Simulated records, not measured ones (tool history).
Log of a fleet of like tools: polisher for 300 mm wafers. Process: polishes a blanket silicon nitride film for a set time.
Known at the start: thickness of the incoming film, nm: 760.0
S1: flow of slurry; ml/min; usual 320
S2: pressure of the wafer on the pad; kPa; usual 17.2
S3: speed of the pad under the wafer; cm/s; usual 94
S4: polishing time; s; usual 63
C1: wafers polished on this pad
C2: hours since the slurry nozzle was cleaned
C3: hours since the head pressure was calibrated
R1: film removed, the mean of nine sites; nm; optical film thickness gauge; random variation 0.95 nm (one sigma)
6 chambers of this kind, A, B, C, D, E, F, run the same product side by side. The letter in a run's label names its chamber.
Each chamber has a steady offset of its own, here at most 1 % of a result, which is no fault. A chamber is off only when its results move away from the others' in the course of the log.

run,day,S1,S2,S3,S4,C1,C2,C3,R1
# day 0.167: chamber E: slurry nozzle cleaned
1C,0.2,320,17.2,94,63,283,227.4,745.3,89.798
2E,0.329,320,17.2,94,63,876,3.9,1057.6,86.056
3B,0.558,320,17.2,94,63,556,170.2,606.5,87.858
4F,0.808,320,17.2,94,63,276,312.2,355.2,89.07
5A,1.067,320,17.2,94,63,1126,218.9,1352.9,89.385
# day 1.142: chamber A: slurry nozzle cleaned
6D,1.242,320,17.2,94,63,286,153.4,485.6,88.829
7A,1.446,320,17.2,94,63,1186,7.4,1362,88.589
8F,1.596,320,17.2,94,63,399,331.1,374.1,89.501
9C,1.733,320,17.2,94,63,523,264.2,782.1,87.772
10B,1.938,320,17.2,94,63,772,203.3,639.6,89.505
11E,2.096,320,17.2,94,63,1153,46.3,1100,88.234
12D,2.267,320,17.2,94,63,447,178,510.2,89.04
13C,2.392,365,17.2,94,63,626,280,797.9,86.975
14B,2.538,365,17.2,94,63,866,217.7,654,89.752
# day 2.746: chamber A: worn pad replaced by a new one
15D,2.792,365,17.2,94,63,529,190.6,522.8,89.524
16A,3.038,365,17.2,94,63,46,45.6,1400.2,89.635
# day 3.146: chamber E: worn pad replaced by a new one
17E,3.258,365,17.2,94,63,17,74.2,1127.9,89.193
# day 3.362: chamber C: slurry nozzle cleaned
18F,3.529,365,17.2,94,63,702,377.5,420.5,89.734
19C,3.792,320,17.2,94,63,846,10.4,831.5,87.837
# day 3.962: chamber B: worn pad replaced by a new one
20F,3.967,320,17.2,94,63,771,388,431,89.106
21E,4.229,370,17.2,94,63,169,97.5,1151.2,88.461
22A,4.462,370,17.2,94,63,269,79.8,1434.4,91.815
23B,4.583,370,17.2,94,63,97,266.8,703.1,89.06
24D,4.812,370,17.2,94,63,846,239.1,571.3,88.619
25E,5.058,370,17.2,94,63,299,117.4,1171.1,90.791
26D,5.275,370,17.2,94,63,918,250.2,582.4,89.55
27A,5.538,320,17.2,94,63,437,105.6,1460.2,89.188
28F,5.746,320,17.2,94,63,1050,430.7,473.7,89.965
# day 5.808: chamber F: slurry nozzle cleaned
29C,5.938,320,17.2,94,63,1182,61.9,883,83.214
30B,6.067,320,17.2,94,63,330,302.4,738.7,89.211
31E,6.254,320,22.1,106,63,487,146.1,1199.8,124.15
# day 6.312: chamber F: worn pad replaced by a new one
32D,6.475,320,22.1,106,63,1106,279,611.2,124.24
33B,6.746,320,22.1,106,63,436,318.7,755,127.15
34C,6.971,320,22.1,106,63,1344,86.7,907.8,113.56
# day 7.142: chamber F: head pressure recalibrated
35F,7.229,320,22.1,106,63,144,34.2,2.1,124.97
36A,7.408,320,22.1,106,63,731,150.5,1505.1,125.41
# day 7.638: chamber D: slurry nozzle cleaned
37B,7.667,320,17.2,94,63,581,340.8,777.1,88.808
# day 7.679: chamber D: worn pad replaced by a new one
38D,7.808,320,17.2,94,63,20,4.1,643.2,90.089
39A,7.988,320,17.2,68,76,821,164.4,1519,83.293
40C,8.129,320,17.2,68,76,1526,114.5,935.6,73.664

Is one chamber off against the others, does the gauge drift, or is nothing wrong? If a chamber is off, say which, and what the likeliest cause is.

Chamber C drifts away from the others.
Cause: removal rate lost through wear of the pad, % = 9.81.
The log may not tell that from: head's pressure below its setpoint, %.

Here are 4 candidates for chamber C's next run, each the usual settings with a change, their results left as question marks. Which one brings its results back in line with what the others give on the usual settings?
In line means no further than this from the other chambers' mean on the usual settings: R1 3.3 nm
41C-1,8.325,320,17.2,92,62,,,,?
41C-2,8.325,315,17.2,82,63,,,,?
41C-3,8.325,320,18.6,98,63,,,,?
41C-4,8.325,320,17.9,94,64,,,,?

The other chambers' mean on the usual settings: R1 88.698 nm
run,R1
41C-1,77.292
41C-2,71.637
41C-3,89.126
41C-4,84.382
41C-3 brings the chamber back in line.

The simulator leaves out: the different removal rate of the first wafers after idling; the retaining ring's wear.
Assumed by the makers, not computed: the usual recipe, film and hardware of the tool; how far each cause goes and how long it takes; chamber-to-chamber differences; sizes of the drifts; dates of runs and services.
